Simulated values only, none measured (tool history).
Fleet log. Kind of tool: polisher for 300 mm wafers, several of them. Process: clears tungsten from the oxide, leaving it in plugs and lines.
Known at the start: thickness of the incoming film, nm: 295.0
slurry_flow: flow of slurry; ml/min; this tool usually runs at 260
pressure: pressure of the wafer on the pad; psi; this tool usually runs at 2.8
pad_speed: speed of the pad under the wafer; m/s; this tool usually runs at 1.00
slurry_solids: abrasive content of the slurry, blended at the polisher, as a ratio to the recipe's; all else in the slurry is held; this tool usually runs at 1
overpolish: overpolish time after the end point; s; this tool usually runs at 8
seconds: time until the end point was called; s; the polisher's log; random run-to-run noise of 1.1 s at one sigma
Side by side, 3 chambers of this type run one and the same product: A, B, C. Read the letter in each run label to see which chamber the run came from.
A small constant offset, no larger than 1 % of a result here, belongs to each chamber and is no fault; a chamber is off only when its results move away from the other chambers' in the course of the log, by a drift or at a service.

| run | hour | slurry_flow | pressure | pad_speed | slurry_solids | overpolish | wafers polished on this pad | hours since the slurry nozzle was cleaned | hours since the head pressure was calibrated | hours since the slurry blender was calibrated | hours since the slurry got fresh peroxide | seconds |
|---|---|---|---|---|---|---|---|---|---|---|---|---|
|  | 3.8 | chamber C: worn pad replaced by a new one |
| 1A | 8.9 | 260 | 2.8 | 1.00 | 1 | 8 | 419 | 197.3 | 88.0 | 90.0 | 49.2 | 99.940 |
| 2C | 15.8 | 260 | 2.8 | 1.00 | 1 | 8 | 116 | 192.5 | 1068.3 | 55.6 | 35.0 | 98.957 |
| 3B | 24.7 | 260 | 2.8 | 1.00 | 1 | 8 | 909 | 436.2 | 388.5 | 175.6 | 100.5 | 99.156 |
|  | 30.7 | chamber B: worn pad replaced by a new one |
| 4C | 33.0 | 260 | 2.8 | 1.00 | 1 | 8 | 283 | 209.7 | 1085.5 | 72.8 | 52.2 | 97.701 |
| 5B | 42.0 | 260 | 2.8 | 1.00 | 1 | 8 | 110 | 453.5 | 405.8 | 192.9 | 117.8 | 98.775 |
| 6A | 46.9 | 260 | 2.8 | 1.00 | 1 | 8 | 787 | 235.3 | 126.0 | 128.0 | 87.2 | 100.800 |
|  | 53.7 | chamber B: slurry blender recalibrated |
| 7B | 55.4 | 260 | 2.8 | 1.00 | 1 | 8 | 240 | 466.9 | 419.2 | 1.7 | 131.2 | 98.253 |
|  | 59.9 | chamber A: worn pad replaced by a new one |
| 8C | 60.9 | 260 | 2.8 | 1.00 | 1 | 8 | 553 | 237.6 | 1113.4 | 100.7 | 80.1 | 97.418 |
| 9A | 68.3 | 260 | 2.8 | 1.14 | 1 | 8 | 81 | 256.7 | 147.4 | 149.4 | 108.6 | 90.598 |
| 10B | 75.2 | 260 | 2.8 | 1.14 | 1 | 8 | 431 | 486.7 | 439.0 | 21.5 | 151.0 | 85.189 |
|  | 79.2 | chamber B: slurry tank refilled with fresh slurry and peroxide |
| 11C | 82.0 | 260 | 2.8 | 1.14 | 1 | 8 | 758 | 258.7 | 1134.5 | 121.8 | 101.2 | 88.363 |
|  | 82.6 | chamber A: slurry blender recalibrated |
| 12A | 91.9 | 260 | 2.8 | 1.00 | 1 | 8 | 310 | 280.3 | 171.0 | 9.4 | 132.2 | 106.510 |
| 13C | 98.2 | 260 | 2.8 | 1.00 | 1 | 8 | 915 | 274.9 | 1150.7 | 138.0 | 117.4 | 98.818 |
| 14B | 108.8 | 260 | 2.8 | 1.00 | 1 | 8 | 757 | 520.3 | 472.6 | 55.1 | 29.6 | 97.948 |
|  | 117.2 | chamber B: worn pad replaced by a new one |
| 15A | 119.5 | 260 | 2.8 | 1.00 | 1 | 8 | 577 | 307.9 | 198.6 | 37.0 | 159.8 | 108.350 |
| 16A | 124.4 | 260 | 2.8 | 1.00 | 1 | 8 | 625 | 312.8 | 203.5 | 41.9 | 164.7 | 107.440 |
| 17C | 133.4 | 260 | 2.8 | 1.00 | 1 | 8 | 1256 | 310.1 | 1185.9 | 173.2 | 152.6 | 97.857 |
| 18B | 143.9 | 260 | 2.8 | 1.00 | 1 | 8 | 259 | 555.4 | 507.7 | 90.2 | 64.7 | 97.920 |
| 19A | 152.8 | 260 | 2.8 | 1.00 | 1 | 8 | 900 | 341.2 | 231.9 | 70.3 | 193.1 | 112.500 |
| 20C | 160.3 | 260 | 2.8 | 1.00 | 1 | 8 | 1516 | 337.0 | 1212.8 | 200.1 | 179.5 | 101.290 |
|  | 169.8 | chamber C: worn pad replaced by a new one |
| 21B | 170.4 | 260 | 2.8 | 1.00 | 1 | 8 | 516 | 581.9 | 534.2 | 116.7 | 91.2 | 99.481 |
| 22C | 177.0 | 260 | 2.8 | 1.00 | 1 | 8 | 69 | 353.7 | 1229.5 | 216.8 | 196.2 | 101.660 |

Which is it: a chamber that has drifted or been left off by a service, a gauge drift common to all chambers, or only each chamber's usual small offset? If a chamber is off, name it and its likeliest cause.

One chamber, A, drifts off from the rest bit by bit.
Cause: peroxide lost from the slurry, % = 32.6.
The log may not tell that from: head's pressure below its setpoint, %.

Below are 4 candidate recipes for chamber A's next run, each the usual settings with a change, their results shown as question marks. Which of them brings A's results back in line with what the other chambers give on the usual settings?
To be in line, a result may differ from the other chambers' mean on the usual settings by at most: seconds 3.800 s
| 23A-1 | 185.2 | 255 | 2.8 | 0.74 | 1.00 | 8 |  |  |  |  |  | ? |
| 23A-2 | 185.2 | 255 | 2.8 | 0.86 | 1.00 | 8 |  |  |  |  |  | ? |
| 23A-3 | 185.2 | 260 | 3.3 | 1.00 | 1.00 | 8 |  |  |  |  |  | ? |
| 23A-4 | 185.2 | 265 | 3.3 | 1.16 | 1.05 | 8 |  |  |  |  |  | ? |

What the other chambers average on the usual settings: seconds 99.165 s
| run | seconds |
|---|---|
| 23A-1 | 158.410 |
| 23A-2 | 136.060 |
| 23A-3 | 98.798 |
| 23A-4 | 83.920 |
It is 23A-3 that realigns the chamber with its peers.

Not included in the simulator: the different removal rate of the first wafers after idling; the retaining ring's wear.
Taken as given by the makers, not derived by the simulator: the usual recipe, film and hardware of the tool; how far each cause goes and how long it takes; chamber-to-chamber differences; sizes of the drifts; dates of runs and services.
